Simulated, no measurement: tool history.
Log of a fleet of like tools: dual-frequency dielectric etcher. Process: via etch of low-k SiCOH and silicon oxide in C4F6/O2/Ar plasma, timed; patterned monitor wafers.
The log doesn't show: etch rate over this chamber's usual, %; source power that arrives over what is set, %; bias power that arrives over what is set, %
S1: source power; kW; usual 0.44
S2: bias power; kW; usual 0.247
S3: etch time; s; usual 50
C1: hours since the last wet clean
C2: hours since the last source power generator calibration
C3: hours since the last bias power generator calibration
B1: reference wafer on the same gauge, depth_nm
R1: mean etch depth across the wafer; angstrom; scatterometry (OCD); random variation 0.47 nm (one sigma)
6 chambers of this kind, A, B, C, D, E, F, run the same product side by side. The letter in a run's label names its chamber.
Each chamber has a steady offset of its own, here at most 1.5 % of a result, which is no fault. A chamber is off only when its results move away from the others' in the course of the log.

{"run": "1C", "day": 0.15, "S1": 0.44, "S2": 0.247, "S3": 50, "C1": 165.6, "C2": 154.1, "C3": 202.1, "B1": 160.97, "R1": 1590.1}
{"run": "2E", "day": 0.35, "S1": 0.44, "S2": 0.247, "S3": 50, "C1": 308, "C2": 3211.5, "C3": 1716.3, "B1": 161.04, "R1": 1592.8}
{"run": "3F", "day": 0.467, "S1": 0.44, "S2": 0.247, "S3": 50, "C1": 158.4, "C2": 2850, "C3": 1615.2, "B1": 161.02, "R1": 1605.3}
{"run": "4A", "day": 0.588, "S1": 0.44, "S2": 0.247, "S3": 50, "C1": 49.4, "C2": 2372.3, "C3": 3902.5, "B1": 161.06, "R1": 1625.3}
{"run": "5B", "day": 0.75, "S1": 0.44, "S2": 0.247, "S3": 50, "C1": 116.3, "C2": 2378.7, "C3": 386.6, "B1": 161.07, "R1": 1617.4}
{"run": "6D", "day": 0.967, "S1": 0.44, "S2": 0.247, "S3": 50, "C1": 174.6, "C2": 1325.9, "C3": 193.5, "B1": 160.99, "R1": 1618.6}
{"run": "7C", "day": 1.158, "S1": 0.44, "S2": 0.247, "S3": 50, "C1": 189.8, "C2": 178.3, "C3": 226.3, "B1": 161.03, "R1": 1591.3}
{"run": "8E", "day": 1.333, "S1": 0.44, "S2": 0.247, "S3": 50, "C1": 331.6, "C2": 3235.1, "C3": 1739.9, "B1": 161.12, "R1": 1597.7}
{"run": "9B", "day": 1.442, "S1": 0.44, "S2": 0.247, "S3": 50, "C1": 132.9, "C2": 2395.3, "C3": 403.2, "B1": 161.04, "R1": 1622.3}
{"run": "10D", "day": 1.679, "S1": 0.44, "S2": 0.247, "S3": 50, "C1": 191.7, "C2": 1343, "C3": 210.6, "B1": 161.04, "R1": 1617.4}
{"run": "11A", "day": 1.862, "S1": 0.44, "S2": 0.278, "S3": 50, "C1": 80, "C2": 2402.9, "C3": 3933.1, "B1": 160.96, "R1": 1692.9}
{"run": "12F", "day": 2.008, "S1": 0.44, "S2": 0.278, "S3": 50, "C1": 195.4, "C2": 2887, "C3": 1652.2, "B1": 160.97, "R1": 1671.4}
{"run": "13F", "day": 2.175, "S1": 0.44, "S2": 0.278, "S3": 50, "C1": 199.4, "C2": 2891, "C3": 1656.2, "B1": 160.99, "R1": 1670.3}
{"run": "14D", "day": 2.367, "S1": 0.44, "S2": 0.278, "S3": 50, "C1": 208.2, "C2": 1359.5, "C3": 227.1, "B1": 161.06, "R1": 1678.7}
{"run": "15C", "day": 2.612, "S1": 0.44, "S2": 0.278, "S3": 50, "C1": 224.7, "C2": 213.2, "C3": 261.2, "B1": 161.03, "R1": 1648.9}
{"run": "16B", "day": 2.717, "S1": 0.44, "S2": 0.278, "S3": 50, "C1": 163.5, "C2": 2425.9, "C3": 433.8, "B1": 161.1, "R1": 1707.9}
{"run": "17A", "day": 2.883, "S1": 0.44, "S2": 0.247, "S3": 50, "C1": 104.5, "C2": 2427.4, "C3": 3957.6, "B1": 161.13, "R1": 1621.2}
{"run": "18E", "day": 3.042, "S1": 0.44, "S2": 0.247, "S3": 50, "C1": 372.6, "C2": 3276.1, "C3": 1780.9, "B1": 161.01, "R1": 1592.4}
{"run": "19C", "day": 3.279, "S1": 0.44, "S2": 0.247, "S3": 50, "C1": 240.7, "C2": 229.2, "C3": 277.2, "B1": 160.95, "R1": 1586.1}
{"run": "20F", "day": 3.408, "S1": 0.44, "S2": 0.247, "S3": 50, "C1": 229, "C2": 2920.6, "C3": 1685.8, "B1": 160.94, "R1": 1605.3}
{"run": "21E", "day": 3.542, "S1": 0.44, "S2": 0.247, "S3": 50, "C1": 384.6, "C2": 3288.1, "C3": 1792.9, "B1": 160.93, "R1": 1597.9}
{"run": "22D", "day": 3.738, "S1": 0.44, "S2": 0.247, "S3": 50, "C1": 241.1, "C2": 1392.4, "C3": 260, "B1": 160.95, "R1": 1620.9}
{"run": "23A", "day": 3.962, "S1": 0.44, "S2": 0.247, "S3": 50, "C1": 130.4, "C2": 2453.3, "C3": 3983.5, "B1": 161.01, "R1": 1612.8}
{"run": "24B", "day": 4.067, "S1": 0.44, "S2": 0.247, "S3": 50, "C1": 195.9, "C2": 2458.3, "C3": 466.2, "B1": 160.97, "R1": 1657.3}
{"run": "25A", "day": 4.296, "S1": 0.44, "S2": 0.247, "S3": 50, "C1": 138.4, "C2": 2461.3, "C3": 3991.5, "B1": 161.02, "R1": 1623.1}
{"run": "26B", "day": 4.442, "S1": 0.44, "S2": 0.247, "S3": 50, "C1": 204.9, "C2": 2467.3, "C3": 475.2, "B1": 160.97, "R1": 1654.1}
{"run": "27E", "day": 4.642, "S1": 0.44, "S2": 0.199, "S3": 50, "C1": 411, "C2": 3314.5, "C3": 1819.3, "B1": 160.83, "R1": 1491.9}
{"run": "28C", "day": 4.883, "S1": 0.44, "S2": 0.199, "S3": 50, "C1": 279.2, "C2": 267.7, "C3": 315.7, "B1": 160.96, "R1": 1483.4}
{"run": "29F", "day": 5.017, "S1": 0.44, "S2": 0.199, "S3": 50, "C1": 267.6, "C2": 2959.2, "C3": 1724.4, "B1": 160.92, "R1": 1501.4}
{"run": "30D", "day": 5.233, "S1": 0.44, "S2": 0.199, "S3": 50, "C1": 277, "C2": 1428.3, "C3": 295.9, "B1": 161.04, "R1": 1500.8}
{"run": "31A", "day": 5.392, "S1": 0.44, "S2": 0.199, "S3": 50, "C1": 164.7, "C2": 2487.6, "C3": 4017.8, "B1": 161.02, "R1": 1509.7}
{"run": "32B", "day": 5.625, "S1": 0.44, "S2": 0.199, "S3": 50, "C1": 233.3, "C2": 2495.7, "C3": 503.6, "B1": 161.11, "R1": 1557.5}
{"run": "33F", "day": 5.783, "S1": 0.44, "S2": 0.247, "S3": 50, "C1": 286, "C2": 2977.6, "C3": 1742.8, "B1": 161.12, "R1": 1619}
{"run": "34D", "day": 6.012, "S1": 0.44, "S2": 0.247, "S3": 50, "C1": 295.7, "C2": 1447, "C3": 314.6, "B1": 161.08, "R1": 1607.8}
{"run": "35C", "day": 6.238, "S1": 0.44, "S2": 0.247, "S3": 50, "C1": 311.7, "C2": 300.2, "C3": 348.2, "B1": 161, "R1": 1588.9}
{"run": "36E", "day": 6.342, "S1": 0.44, "S2": 0.247, "S3": 56.5, "C1": 451.8, "C2": 3355.3, "C3": 1860.1, "B1": 161.1, "R1": 1813.2}
{"run": "37E", "day": 6.508, "S1": 0.44, "S2": 0.247, "S3": 56.5, "C1": 455.8, "C2": 3359.3, "C3": 1864.1, "B1": 161.06, "R1": 1817.8}
{"run": "38C", "day": 6.679, "S1": 0.44, "S2": 0.247, "S3": 56.5, "C1": 322.3, "C2": 310.8, "C3": 358.8, "B1": 160.94, "R1": 1788.3}
{"run": "39D", "day": 6.85, "S1": 0.44, "S2": 0.247, "S3": 56.5, "C1": 315.8, "C2": 1467.1, "C3": 334.7, "B1": 160.97, "R1": 1826.3}
{"run": "40A", "day": 6.975, "S1": 0.44, "S2": 0.247, "S3": 56.5, "C1": 202.7, "C2": 2525.6, "C3": 4055.8, "B1": 160.91, "R1": 1830.1}
{"run": "41F", "day": 7.133, "S1": 0.44, "S2": 0.247, "S3": 56.5, "C1": 318.4, "C2": 3010, "C3": 1775.2, "B1": 160.93, "R1": 1812.5}

All 6 chambers run these settings next. Forecast each chamber's results:
{"run": "42A", "day": 7.308, "S1": 0.44, "S2": 0.293, "S3": 50, "R1": "?"}
{"run": "42B", "day": 7.308, "S1": 0.44, "S2": 0.293, "S3": 50, "R1": "?"}
{"run": "42C", "day": 7.308, "S1": 0.44, "S2": 0.293, "S3": 50, "R1": "?"}
{"run": "42D", "day": 7.308, "S1": 0.44, "S2": 0.293, "S3": 50, "R1": "?"}
{"run": "42E", "day": 7.308, "S1": 0.44, "S2": 0.293, "S3": 50, "R1": "?"}
{"run": "42F", "day": 7.308, "S1": 0.44, "S2": 0.293, "S3": 50, "R1": "?"}

run=42A R1=1717.3
run=42B R1=1786.9
run=42C R1=1685.8
run=42D R1=1713.5
run=42E R1=1689.8
run=42F R1=1700.2

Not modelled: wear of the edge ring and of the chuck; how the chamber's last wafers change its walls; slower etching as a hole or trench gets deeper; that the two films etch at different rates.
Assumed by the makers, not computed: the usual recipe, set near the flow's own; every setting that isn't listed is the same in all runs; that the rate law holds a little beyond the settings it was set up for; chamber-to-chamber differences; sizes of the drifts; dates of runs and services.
